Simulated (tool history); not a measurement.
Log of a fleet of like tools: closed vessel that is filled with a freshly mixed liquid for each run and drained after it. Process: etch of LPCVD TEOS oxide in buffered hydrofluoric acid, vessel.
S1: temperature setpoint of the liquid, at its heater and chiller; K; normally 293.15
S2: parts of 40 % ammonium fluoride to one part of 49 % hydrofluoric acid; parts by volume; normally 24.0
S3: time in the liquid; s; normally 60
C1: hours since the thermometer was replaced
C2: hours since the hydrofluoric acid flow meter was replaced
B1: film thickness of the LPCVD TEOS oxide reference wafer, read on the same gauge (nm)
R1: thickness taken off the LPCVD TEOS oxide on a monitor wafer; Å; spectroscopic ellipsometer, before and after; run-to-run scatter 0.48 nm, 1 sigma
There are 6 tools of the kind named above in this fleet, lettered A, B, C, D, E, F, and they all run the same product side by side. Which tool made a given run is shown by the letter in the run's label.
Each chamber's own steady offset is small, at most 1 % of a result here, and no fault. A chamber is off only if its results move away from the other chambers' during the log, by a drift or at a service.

run   hour      S1    S2  S3      C1      C2      B1       R1
 1F    3.2  293.15  24.0  60   334.0  1022.5  110.01   917.39
 2E    9.7  293.15  24.0  60  2275.0  1270.6  110.00   911.19
 3A   15.4  293.15  24.0  60   377.6  1236.2  110.03   917.82
 4B   21.5  293.15  24.0  60   262.8   722.0  110.02   904.75
 5C   25.7  293.15  24.0  60   445.8   536.3  110.00   910.01
 6D   31.6  293.15  24.0  60   358.4   274.1  110.01   910.55
 7F   37.2  290.15  20.5  60   368.0  1056.5  109.99   857.95
 8D   41.1  290.15  20.5  60   367.9   283.6  110.01   855.66
 9C   45.3  290.15  20.5  60   465.4   555.9  110.00   858.47
10B   50.1  290.15  20.5  60   291.4   750.6  109.99   850.62
11E   53.7  290.15  20.5  60  2319.0  1314.6  109.98   859.54
12A   57.6  290.15  20.5  60   419.8  1278.4  110.01   866.01
13E   62.8  293.15  24.0  60  2328.1  1323.7  109.98   912.56
14F   69.5  290.15  15.5  60   400.3  1088.8  109.99  1133.30
15B   72.8  290.15  15.5  60   314.1   773.3  110.00  1122.00
16C   79.3  290.15  15.5  60   499.4   589.9  110.03  1121.10
17D   84.0  290.15  15.5  60   410.8   326.5  110.00  1109.70
18A   89.2  290.15  15.5  60   451.4  1310.0  109.98  1164.20
19C   93.2  290.15  15.5  60   513.3   603.8  110.02  1133.30
20A   97.5  293.15  24.0  60   459.7  1318.3  110.02   931.88
21B  100.9  293.15  24.0  60   342.2   801.4  110.00   900.08
22F  104.7  293.15  24.0  60   435.5  1124.0  110.00   915.80
23D  111.0  293.15  24.0  60   437.8   353.5  110.01   910.60
24E  116.4  293.15  24.0  60  2381.7  1377.3  109.99   905.95
25E  121.5  296.65  24.0  60  2386.8  1382.4  109.99  1111.50
26B  125.2  296.65  24.0  60   366.5   825.7  110.02  1091.00
27C  128.8  296.65  24.0  60   548.9   639.4  109.99  1092.20
28A  132.0  296.65  24.0  60   494.2  1352.8  109.98  1143.50
29D  138.4  296.65  24.0  60   465.2   380.9  110.00  1093.20
     138.8  -- chamber A: thermometer replaced
30F  143.0  296.65  24.0  60   473.8  1162.3  109.98  1109.70
31B  148.6  293.15  24.0  60   389.9   849.1  109.98   903.87
32E  153.1  293.15  24.0  60  2418.4  1414.0  109.97   920.54
33C  158.5  293.15  24.0  60   578.6   669.1  110.00   913.89
34D  163.7  293.15  24.0  60   490.5   406.2  109.99   917.78
35F  169.4  293.15  24.0  60   500.2  1188.7  109.98   923.85
36A  172.8  293.15  24.0  60    34.0  1393.6  110.00   964.47
37C  179.5  293.15  24.0  60   599.6   690.1  109.99   914.93

The same settings go to every chamber for the next run, one line per chamber below. Forecast the results for each:
38A  184.3  293.15  24.0  60               ?
38B  184.3  293.15  24.0  60               ?
38C  184.3  293.15  24.0  60               ?
38D  184.3  293.15  24.0  60               ?
38E  184.3  293.15  24.0  60               ?
38F  184.3  293.15  24.0  60               ?

run      R1
38A  960.66
38B  900.56
38C  909.98
38D  913.07
38E  909.35
38F  926.18
